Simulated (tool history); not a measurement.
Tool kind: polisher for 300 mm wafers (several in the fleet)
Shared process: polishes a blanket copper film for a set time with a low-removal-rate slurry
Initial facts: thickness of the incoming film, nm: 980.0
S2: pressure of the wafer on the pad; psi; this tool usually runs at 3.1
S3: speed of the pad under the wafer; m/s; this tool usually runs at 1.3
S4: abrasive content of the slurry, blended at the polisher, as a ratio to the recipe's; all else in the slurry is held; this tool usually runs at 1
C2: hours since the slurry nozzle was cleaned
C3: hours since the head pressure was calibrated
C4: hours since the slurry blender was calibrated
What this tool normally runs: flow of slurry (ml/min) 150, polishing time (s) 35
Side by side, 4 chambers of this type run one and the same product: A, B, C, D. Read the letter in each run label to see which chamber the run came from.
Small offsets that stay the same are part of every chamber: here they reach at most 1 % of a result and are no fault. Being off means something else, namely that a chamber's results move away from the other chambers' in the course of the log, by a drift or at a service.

{"run": "1D", "hour": 7.8, "flow of slurry (ml/min)": 150, "S2": 3.1, "S3": 1.3, "S4": 1, "polishing time (s)": 35, "wafers polished on this pad": 149, "C2": 645.4, "C3": 1186.8, "C4": 25.7, "film removed (angstrom)": 1444.5}
{"run": "2C", "hour": 18.6, "flow of slurry (ml/min)": 150, "S2": 3.1, "S3": 1.3, "S4": 1, "polishing time (s)": 35, "wafers polished on this pad": 508, "C2": 381.6, "C3": 300.2, "C4": 68.4, "film removed (angstrom)": 1439.4}
{"hour": 19.0, "done": "chamber C: worn pad replaced by a new one"}
{"run": "3B", "hour": 27.2, "flow of slurry (ml/min)": 150, "S2": 3.1, "S3": 1.3, "S4": 1, "polishing time (s)": 35, "wafers polished on this pad": 439, "C2": 178.6, "C3": 95.1, "C4": 141.7, "film removed (angstrom)": 1465.3}
{"hour": 27.3, "done": "chamber A: worn pad replaced by a new one"}
{"run": "4A", "hour": 38.2, "flow of slurry (ml/min)": 150, "S2": 3.1, "S3": 1.3, "S4": 1, "polishing time (s)": 35, "wafers polished on this pad": 133, "C2": 259.6, "C3": 186, "C4": 156.2, "film removed (angstrom)": 1432.9}
{"run": "5A", "hour": 45.8, "flow of slurry (ml/min)": 150, "S2": 3.1, "S3": 1.3, "S4": 1, "polishing time (s)": 35, "wafers polished on this pad": 225, "C2": 267.2, "C3": 193.6, "C4": 163.8, "film removed (angstrom)": 1439.6}
{"hour": 53.2, "done": "chamber D: slurry nozzle cleaned"}
{"run": "6D", "hour": 53.7, "flow of slurry (ml/min)": 150, "S2": 3.1, "S3": 1.3, "S4": 1, "polishing time (s)": 35, "wafers polished on this pad": 707, "C2": 0.5, "C3": 1232.7, "C4": 71.6, "film removed (angstrom)": 1442.2}
{"hour": 61.7, "done": "chamber B: worn pad replaced by a new one"}
{"run": "7B", "hour": 63.8, "flow of slurry (ml/min)": 150, "S2": 3.1, "S3": 1.3, "S4": 1, "polishing time (s)": 35, "wafers polished on this pad": 25, "C2": 215.2, "C3": 131.7, "C4": 178.3, "film removed (angstrom)": 1465.1}
{"hour": 65.1, "done": "chamber C: worn pad replaced by a new one"}
{"run": "8C", "hour": 69.7, "flow of slurry (ml/min)": 150, "S2": 3.1, "S3": 1.68, "S4": 1, "polishing time (s)": 35, "wafers polished on this pad": 56, "C2": 432.7, "C3": 351.3, "C4": 119.5, "film removed (angstrom)": 1857.3}
{"hour": 69.8, "done": "chamber C: slurry nozzle cleaned"}
{"run": "9B", "hour": 78.8, "flow of slurry (ml/min)": 150, "S2": 3.1, "S3": 1.68, "S4": 1, "polishing time (s)": 35, "wafers polished on this pad": 208, "C2": 230.2, "C3": 146.7, "C4": 193.3, "film removed (angstrom)": 1869.2}
{"hour": 83.4, "done": "chamber A: worn pad replaced by a new one"}
{"hour": 84.4, "done": "chamber D: worn pad replaced by a new one"}
{"run": "10C", "hour": 85.1, "flow of slurry (ml/min)": 150, "S2": 3.1, "S3": 1.68, "S4": 1, "polishing time (s)": 35, "wafers polished on this pad": 243, "C2": 15.4, "C3": 366.7, "C4": 134.9, "film removed (angstrom)": 1839.7}
{"run": "11A", "hour": 93.3, "flow of slurry (ml/min)": 150, "S2": 3.1, "S3": 1.68, "S4": 1, "polishing time (s)": 35, "wafers polished on this pad": 120, "C2": 314.7, "C3": 241.1, "C4": 211.3, "film removed (angstrom)": 1851.5}
{"hour": 95.1, "done": "chamber B: slurry nozzle cleaned"}
{"run": "12D", "hour": 103.1, "flow of slurry (ml/min)": 150, "S2": 3.1, "S3": 1.3, "S4": 1, "polishing time (s)": 35, "wafers polished on this pad": 227, "C2": 49.9, "C3": 1282.1, "C4": 121, "film removed (angstrom)": 1445.8}
{"run": "13D", "hour": 108.4, "flow of slurry (ml/min)": 150, "S2": 3.1, "S3": 1.3, "S4": 0.85, "polishing time (s)": 42, "wafers polished on this pad": 292, "C2": 55.2, "C3": 1287.4, "C4": 126.3, "film removed (angstrom)": 1668.5}
{"hour": 114.3, "done": "chamber C: worn pad replaced by a new one"}
{"hour": 117.8, "done": "chamber B: worn pad replaced by a new one"}
{"run": "14A", "hour": 118.1, "flow of slurry (ml/min)": 150, "S2": 3.1, "S3": 1.3, "S4": 0.85, "polishing time (s)": 42, "wafers polished on this pad": 421, "C2": 339.5, "C3": 265.9, "C4": 236.1, "film removed (angstrom)": 1667.4}
{"hour": 119.7, "done": "chamber C: head pressure recalibrated"}
{"run": "15C", "hour": 125.6, "flow of slurry (ml/min)": 150, "S2": 3.1, "S3": 1.3, "S4": 0.85, "polishing time (s)": 42, "wafers polished on this pad": 138, "C2": 55.9, "C3": 5.9, "C4": 175.4, "film removed (angstrom)": 1892.5}
{"hour": 126.1, "done": "chamber A: worn pad replaced by a new one"}
{"run": "16B", "hour": 136.3, "flow of slurry (ml/min)": 150, "S2": 3.1, "S3": 1.3, "S4": 0.85, "polishing time (s)": 42, "wafers polished on this pad": 225, "C2": 41.2, "C3": 204.2, "C4": 250.8, "film removed (angstrom)": 1703}
{"hour": 139.3, "done": "chamber A: slurry nozzle cleaned"}
{"run": "17D", "hour": 146.4, "flow of slurry (ml/min)": 150, "S2": 3.1, "S3": 1.3, "S4": 1.2, "polishing time (s)": 35, "wafers polished on this pad": 753, "C2": 93.2, "C3": 1325.4, "C4": 164.3, "film removed (angstrom)": 1518.7}
{"run": "18B", "hour": 151.5, "flow of slurry (ml/min)": 150, "S2": 3.1, "S3": 1.3, "S4": 1.2, "polishing time (s)": 35, "wafers polished on this pad": 409, "C2": 56.4, "C3": 219.4, "C4": 266, "film removed (angstrom)": 1545.3}
{"hour": 153.3, "done": "chamber B: slurry blender recalibrated"}
{"run": "19C", "hour": 157.2, "flow of slurry (ml/min)": 150, "S2": 3.1, "S3": 1.3, "S4": 1.2, "polishing time (s)": 35, "wafers polished on this pad": 521, "C2": 87.5, "C3": 37.5, "C4": 207, "film removed (angstrom)": 1663.8}
{"hour": 158.4, "done": "chamber C: worn pad replaced by a new one"}
{"run": "20A", "hour": 167.9, "flow of slurry (ml/min)": 150, "S2": 3.1, "S3": 1.3, "S4": 1.2, "polishing time (s)": 35, "wafers polished on this pad": 508, "C2": 28.7, "C3": 315.7, "C4": 285.9, "film removed (angstrom)": 1510.1}
{"hour": 172.5, "done": "chamber B: worn pad replaced by a new one"}
{"hour": 176.8, "done": "chamber D: worn pad replaced by a new one"}
{"run": "21D", "hour": 178.3, "flow of slurry (ml/min)": 150, "S2": 3.1, "S3": 1.3, "S4": 1, "polishing time (s)": 35, "wafers polished on this pad": 18, "C2": 125.1, "C3": 1357.3, "C4": 196.2, "film removed (angstrom)": 1449}
{"hour": 181.7, "done": "chamber A: worn pad replaced by a new one"}
{"run": "22B", "hour": 183.7, "flow of slurry (ml/min)": 150, "S2": 3.1, "S3": 1.3, "S4": 1, "polishing time (s)": 35, "wafers polished on this pad": 136, "C2": 88.6, "C3": 251.6, "C4": 30.5, "film removed (angstrom)": 1460.3}
{"run": "23C", "hour": 190.7, "flow of slurry (ml/min)": 150, "S2": 3.1, "S3": 1.3, "S4": 1, "polishing time (s)": 35, "wafers polished on this pad": 393, "C2": 121, "C3": 71, "C4": 240.5, "film removed (angstrom)": 1600.4}
{"run": "24A", "hour": 198.4, "flow of slurry (ml/min)": 150, "S2": 3.1, "S3": 1.3, "S4": 1, "polishing time (s)": 35, "wafers polished on this pad": 203, "C2": 59.2, "C3": 346.2, "C4": 316.4, "film removed (angstrom)": 1418.1}

What goes on in this fleet: one chamber off, a drifting gauge, or nothing beyond the chambers' own small offsets? Name the chamber and the cause, if any.

Chamber C has stood off from the others ever since a service on it.
What lies behind it: head's pressure above its setpoint, % = 11.

Here are 4 candidates for chamber C's next run, each the usual settings with a change, their results left as question marks. Which one brings its results back in line with what the others give on the usual settings?
Allowed miss from the other chambers' usual-settings mean, per result, to count as in line: film removed (angstrom) 59
{"run": "25C-1", "hour": 206.6, "flow of slurry (ml/min)": 150, "S2": 3.1, "S3": 1.26, "S4": 1, "polishing time (s)": 35, "film removed (angstrom)": "?"}
{"run": "25C-2", "hour": 206.6, "flow of slurry (ml/min)": 150, "S2": 3.3, "S3": 1.36, "S4": 1, "polishing time (s)": 35, "film removed (angstrom)": "?"}
{"run": "25C-3", "hour": 206.6, "flow of slurry (ml/min)": 150, "S2": 3.1, "S3": 1.32, "S4": 1, "polishing time (s)": 35, "film removed (angstrom)": "?"}
{"run": "25C-4", "hour": 206.6, "flow of slurry (ml/min)": 150, "S2": 3, "S3": 1.26, "S4": 1, "polishing time (s)": 34, "film removed (angstrom)": "?"}

On the usual settings, the other chambers give on average: film removed (angstrom) 1451.9
run=25C-1 film_removed_(angstrom)=1551.4
run=25C-2 film_removed_(angstrom)=1779.3
run=25C-3 film_removed_(angstrom)=1624.4
run=25C-4 film_removed_(angstrom)=1459.2
The answer is 25C-4, which returns the chamber to within the allowed miss of the others.

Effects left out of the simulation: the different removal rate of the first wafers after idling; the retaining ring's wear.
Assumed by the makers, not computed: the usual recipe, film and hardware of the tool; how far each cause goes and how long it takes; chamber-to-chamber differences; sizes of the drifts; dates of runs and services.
